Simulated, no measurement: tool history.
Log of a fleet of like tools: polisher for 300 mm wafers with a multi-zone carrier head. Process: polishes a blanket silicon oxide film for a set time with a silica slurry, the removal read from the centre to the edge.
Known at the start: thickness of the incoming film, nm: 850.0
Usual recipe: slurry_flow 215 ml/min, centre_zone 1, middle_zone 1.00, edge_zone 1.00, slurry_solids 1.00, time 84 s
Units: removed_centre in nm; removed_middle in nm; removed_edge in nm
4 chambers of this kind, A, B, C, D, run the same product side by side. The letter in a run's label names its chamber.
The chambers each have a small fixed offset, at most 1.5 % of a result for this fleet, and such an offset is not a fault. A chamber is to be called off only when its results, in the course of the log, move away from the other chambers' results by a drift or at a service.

run,hour,slurry_flow,centre_zone,middle_zone,edge_zone,slurry_solids,time,wafers polished on this pad,hours since the slurry nozzle was cleaned,hours since the centre zone pressure was calibrated,hours since the edge zone pressure was calibrated,removed_centre,removed_middle,removed_edge
1A,5.4,215,1,1.00,1.00,1.00,84,1037,159.3,404.7,377.7,229.50,228.21,224.64
# hour 5.8: chamber A: worn pad replaced by a new one
2B,9.9,215,1,1.00,1.00,1.00,84,991,27.9,248.8,310.7,226.36,229.99,230.95
3C,13.7,215,1,1.00,1.00,1.00,84,734,340.7,1296.3,427.0,229.95,226.63,228.21
4D,16.7,215,1,1.00,1.00,1.00,84,632,770.0,624.5,761.9,232.99,229.73,229.22
5A,20.4,215,1,1.00,1.00,1.00,84,107,174.3,419.7,392.7,234.41,227.07,227.23
6B,23.9,215,1,0.96,1.00,1.00,73,1094,41.9,262.8,324.7,200.38,195.98,198.76
7C,28.7,215,1,0.96,1.00,1.00,73,844,355.7,1311.3,442.0,200.03,186.96,198.03
# hour 31.7: chamber D: slurry nozzle cleaned
8D,33.2,215,1,0.96,1.00,1.00,73,753,1.6,641.0,778.4,198.93,193.12,199.04
9A,39.4,215,1,0.96,1.00,1.00,73,246,193.3,438.7,411.7,197.53,192.56,197.25
# hour 39.6: chamber D: worn pad replaced by a new one
10B,45.2,215,1,1.00,0.93,1.00,84,1250,63.2,284.1,346.0,224.38,227.51,219.93
11C,51.6,215,1,1.00,0.93,1.00,84,1011,378.6,1334.2,464.9,230.41,230.45,218.33
12D,55.8,215,1,1.00,0.93,1.00,84,119,24.2,663.6,801.0,219.06,234.71,222.06
# hour 56.4: chamber C: worn pad replaced by a new one
13D,62.0,215,1,1.00,0.93,1.00,84,164,30.4,669.8,807.2,228.69,234.85,220.64
# hour 64.3: chamber C: slurry nozzle cleaned
14B,65.8,215,1,1.00,1.00,1.00,84,1400,83.8,304.7,366.6,228.70,230.88,231.21
# hour 69.8: chamber B: worn pad replaced by a new one
15C,71.1,215,1,1.00,1.00,1.00,84,107,6.8,1353.7,484.4,226.26,229.94,228.21
16A,74.8,215,1,1.00,1.00,1.00,84,504,228.7,474.1,447.1,229.92,231.19,226.50
17A,80.1,215,1,1.00,1.00,1.00,84,543,234.0,479.4,452.4,226.76,225.32,226.28
18C,84.2,215,1,1.00,0.96,1.00,103,203,19.9,1366.8,497.5,282.76,282.73,275.38
19B,89.1,215,1,1.00,0.96,1.00,103,141,107.1,328.0,389.9,277.30,280.31,280.18
# hour 90.0: chamber C: centre zone pressure recalibrated
20D,92.3,215,1,1.00,0.96,1.00,103,385,60.7,700.1,837.5,280.44,289.76,273.08
21C,97.0,215,1,1.00,0.96,1.00,103,296,32.7,7.0,510.3,302.74,275.49,272.06
22A,103.4,215,1,1.00,1.00,1.00,84,714,257.3,502.7,475.7,228.12,229.72,223.27
23B,109.4,215,1,1.00,1.00,1.00,84,290,127.4,348.3,410.2,228.96,231.09,231.87
24D,113.3,145,1,1.00,0.90,1.00,84,539,81.7,721.1,858.5,212.00,215.85,207.32
25A,117.3,145,1,1.00,0.90,1.00,84,815,271.2,516.6,489.6,213.44,215.85,202.40
26B,122.5,145,1,1.00,0.90,1.00,84,385,140.5,361.4,423.3,205.29,213.02,210.50
27D,125.7,145,1,1.00,0.90,1.00,84,630,94.1,733.5,870.9,211.60,215.36,206.45
28C,131.3,215,1,1.00,1.00,1.00,84,547,67.0,41.3,544.6,246.15,227.97,225.54
29B,136.5,215,1,1.00,1.00,1.00,84,488,154.5,375.4,437.3,228.05,228.41,231.67
30A,141.3,215,1,1.00,1.00,1.00,84,991,295.2,540.6,513.6,225.83,226.46,224.54
31D,145.4,215,1,1.00,1.00,1.00,84,774,113.8,753.2,890.6,229.04,227.33,230.36
32C,149.0,215,1,1.00,1.00,1.00,84,677,84.7,59.0,562.3,254.05,229.06,225.80
33B,152.1,215,1,1.00,1.00,1.00,84,602,170.1,391.0,452.9,226.80,230.10,230.04
# hour 155.5: chamber A: worn pad replaced by a new one
34A,156.1,215,1,1.00,1.00,1.00,84,4,310.0,555.4,528.4,224.10,223.59,227.01
35D,160.0,215,1,1.00,0.89,0.75,84,880,128.4,767.8,905.2,198.57,202.91,188.56
# hour 160.1: chamber A: edge zone pressure recalibrated
36C,163.0,215,1,1.00,0.89,0.75,84,779,98.7,73.0,576.3,219.34,197.73,186.79
37C,168.0,215,1,1.00,0.89,0.75,84,816,103.7,78.0,581.3,217.07,202.65,186.29
# hour 168.3: chamber D: worn pad replaced by a new one
38B,170.9,215,1,1.00,0.89,0.75,84,739,188.9,409.8,471.7,198.97,198.97,190.27
39A,176.3,215,1,1.00,1.00,1.00,84,152,330.2,575.6,16.3,228.43,229.09,226.33
40D,181.6,215,1,1.00,1.00,1.00,84,97,150.0,789.4,926.8,232.30,227.99,231.37
41B,185.8,215,1,1.00,1.00,1.00,84,848,203.8,424.7,486.6,230.32,227.92,232.46
42C,190.9,215,1,1.00,1.00,1.00,84,983,126.6,100.9,604.2,253.10,226.73,228.06
43D,194.5,215,1,1.00,1.00,1.00,66,192,162.9,802.3,939.7,175.69,182.18,182.10
44A,198.7,215,1,1.00,1.00,1.00,66,316,352.6,598.0,38.7,181.16,180.61,178.09

What goes on in this fleet: one chamber off, a drifting gauge, or nothing beyond the chambers' own small offsets? Name the chamber and the cause, if any.

Chamber C came out of a service off from its peers and stayed that way.
Likeliest cause: centre zone's pressure above its setpoint, % = 8.72.

Which of the 4 candidates below, each the usual settings with something changed and its results left as question marks, puts chamber C back in line with what the other chambers give on the usual settings?
To be in line, a result may differ from the other chambers' mean on the usual settings by at most: removed_centre 12.00 nm; removed_middle 8.20 nm; removed_edge 5.00 nm
45C-1,203.4,225,1.15,0.98,0.94,1.00,85,,,,,?,?,?
45C-2,203.4,210,0.93,1.01,1.03,1.00,84,,,,,?,?,?
45C-3,203.4,220,1.07,0.99,0.97,1.00,84,,,,,?,?,?
45C-4,203.4,205,0.85,1.02,1.06,1.00,83,,,,,?,?,?

The other chambers' mean on the usual settings: removed_centre 228.98 nm; removed_middle 229.07 nm; removed_edge 228.45 nm
run,removed_centre,removed_middle,removed_edge
45C-1,296.14,228.86,223.44
45C-2,229.87,230.77,229.97
45C-3,269.80,227.75,223.90
45C-4,204.87,229.46,230.17
Change 45C-2 lands the chamber within the allowed miss of the other chambers.
